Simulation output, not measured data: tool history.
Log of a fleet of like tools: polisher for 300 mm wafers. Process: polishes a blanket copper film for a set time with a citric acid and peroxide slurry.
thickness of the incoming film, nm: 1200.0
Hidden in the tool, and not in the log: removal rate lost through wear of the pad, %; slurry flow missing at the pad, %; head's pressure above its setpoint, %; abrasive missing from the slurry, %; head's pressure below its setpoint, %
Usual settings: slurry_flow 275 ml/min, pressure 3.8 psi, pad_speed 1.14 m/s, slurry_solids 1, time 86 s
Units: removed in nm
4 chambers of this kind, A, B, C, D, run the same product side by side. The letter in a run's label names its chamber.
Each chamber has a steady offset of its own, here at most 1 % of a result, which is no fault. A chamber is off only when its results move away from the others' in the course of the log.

| run | hour | slurry_flow | pressure | pad_speed | slurry_solids | time | wafers polished on this pad | hours since the slurry nozzle was cleaned | hours since the head pressure was calibrated | hours since the slurry blender was calibrated | removed |
|---|---|---|---|---|---|---|---|---|---|---|---|
| 1C | 14.3 | 275 | 3.8 | 1.14 | 1 | 86 | 449 | 117.5 | 591.2 | 99.7 | 335.95 |
|  | 25.1 | chamber A: slurry blender recalibrated |
|  | 26.2 | chamber C: worn pad replaced by a new one |
| 2D | 29.5 | 275 | 3.8 | 1.14 | 1 | 86 | 601 | 100.7 | 553.3 | 218.8 | 327.62 |
|  | 34 | chamber D: worn pad replaced by a new one |
| 3B | 37 | 275 | 3.8 | 1.14 | 1 | 86 | 937 | 124.1 | 180.5 | 120.3 | 330.14 |
| 4A | 47.7 | 275 | 3.8 | 1.14 | 1 | 86 | 1437 | 97.1 | 217.2 | 22.6 | 331.39 |
|  | 49.9 | chamber C: slurry blender recalibrated |
| 5D | 61.4 | 275 | 3.8 | 1.14 | 1 | 86 | 307 | 132.6 | 585.2 | 250.7 | 330.44 |
|  | 64.1 | chamber A: worn pad replaced by a new one |
| 6C | 69.9 | 275 | 3.8 | 1.14 | 1 | 86 | 490 | 173.1 | 646.8 | 20.1 | 334.42 |
|  | 72.9 | chamber D: slurry blender recalibrated |
|  | 73.2 | chamber C: worn pad replaced by a new one |
|  | 78.1 | chamber B: worn pad replaced by a new one |
| 7B | 83.5 | 275 | 3.8 | 1.14 | 1 | 86 | 60 | 170.6 | 227 | 166.8 | 331.21 |
| 8A | 91.1 | 275 | 3.8 | 1.14 | 1 | 86 | 303 | 140.5 | 260.6 | 66 | 333.66 |
|  | 93.1 | chamber D: worn pad replaced by a new one |
| 9D | 103.5 | 275 | 3.8 | 1.14 | 1 | 86 | 117 | 174.7 | 627.3 | 30.7 | 334.17 |
| 10B | 113.3 | 275 | 3.8 | 1.14 | 1 | 86 | 394 | 200.4 | 256.8 | 196.6 | 334.22 |
| 11C | 121.3 | 275 | 3.8 | 1.14 | 1 | 86 | 539 | 224.5 | 698.2 | 71.5 | 336.21 |
|  | 129.4 | chamber C: worn pad replaced by a new one |
| 12A | 132.9 | 275 | 3.8 | 1.14 | 1 | 86 | 772 | 182.3 | 302.4 | 107.8 | 331.1 |
| 13C | 148.1 | 315 | 3.8 | 1.4 | 1 | 86 | 209 | 251.3 | 725 | 98.3 | 418.03 |
|  | 153.7 | chamber D: worn pad replaced by a new one |
| 14B | 159.1 | 315 | 3.8 | 1.4 | 1 | 86 | 908 | 246.2 | 302.6 | 242.4 | 409.07 |
|  | 163.9 | chamber C: slurry blender recalibrated |
| 15A | 166 | 315 | 3.8 | 1.4 | 1 | 86 | 1144 | 215.4 | 335.5 | 140.9 | 412.25 |
| 16D | 173.4 | 315 | 3.8 | 1.4 | 1 | 86 | 221 | 244.6 | 697.2 | 100.6 | 407.73 |
|  | 181.2 | chamber A: worn pad replaced by a new one |
| 17B | 184.9 | 275 | 3.8 | 1.14 | 1 | 86 | 1198 | 272 | 328.4 | 268.2 | 333.79 |
|  | 185 | chamber C: worn pad replaced by a new one |
| 18A | 191.5 | 275 | 3.8 | 1.14 | 1 | 86 | 115 | 240.9 | 361 | 166.4 | 332.71 |
|  | 197.8 | chamber B: worn pad replaced by a new one |
|  | 204 | chamber D: worn pad replaced by a new one |
| 19C | 205.1 | 275 | 3.8 | 1.14 | 1 | 86 | 225 | 308.3 | 782 | 41.2 | 337.05 |
|  | 212.6 | chamber B: head pressure recalibrated |
| 20D | 217.7 | 275 | 3.8 | 1.14 | 1 | 86 | 153 | 288.9 | 741.5 | 144.9 | 322.72 |
| 21D | 227.9 | 275 | 3.8 | 1.14 | 1 | 86 | 268 | 299.1 | 751.7 | 155.1 | 321.18 |
| 22A | 239.3 | 275 | 3.8 | 1.14 | 1 | 86 | 651 | 288.7 | 408.8 | 214.2 | 329.98 |
|  | 241.8 | chamber C: worn pad replaced by a new one |
| 23C | 254.3 | 275 | 3.8 | 1.14 | 1 | 86 | 141 | 357.5 | 831.2 | 90.4 | 337.48 |
| 24B | 262 | 275 | 3.8 | 1.14 | 1 | 86 | 720 | 349.1 | 49.5 | 345.3 | 335.75 |

Next, every chamber runs the same settings. What will each give?
| 25A | 272.9 | 275 | 3.8 | 1.14 | 1 | 86 |  |  |  |  | ? |
| 25B | 272.9 | 275 | 3.8 | 1.14 | 1 | 86 |  |  |  |  | ? |
| 25C | 272.9 | 275 | 3.8 | 1.14 | 1 | 86 |  |  |  |  | ? |
| 25D | 272.9 | 275 | 3.8 | 1.14 | 1 | 86 |  |  |  |  | ? |

| run | removed |
|---|---|
| 25A | 333.33 |
| 25B | 336.65 |
| 25C | 335.56 |
| 25D | 313.46 |

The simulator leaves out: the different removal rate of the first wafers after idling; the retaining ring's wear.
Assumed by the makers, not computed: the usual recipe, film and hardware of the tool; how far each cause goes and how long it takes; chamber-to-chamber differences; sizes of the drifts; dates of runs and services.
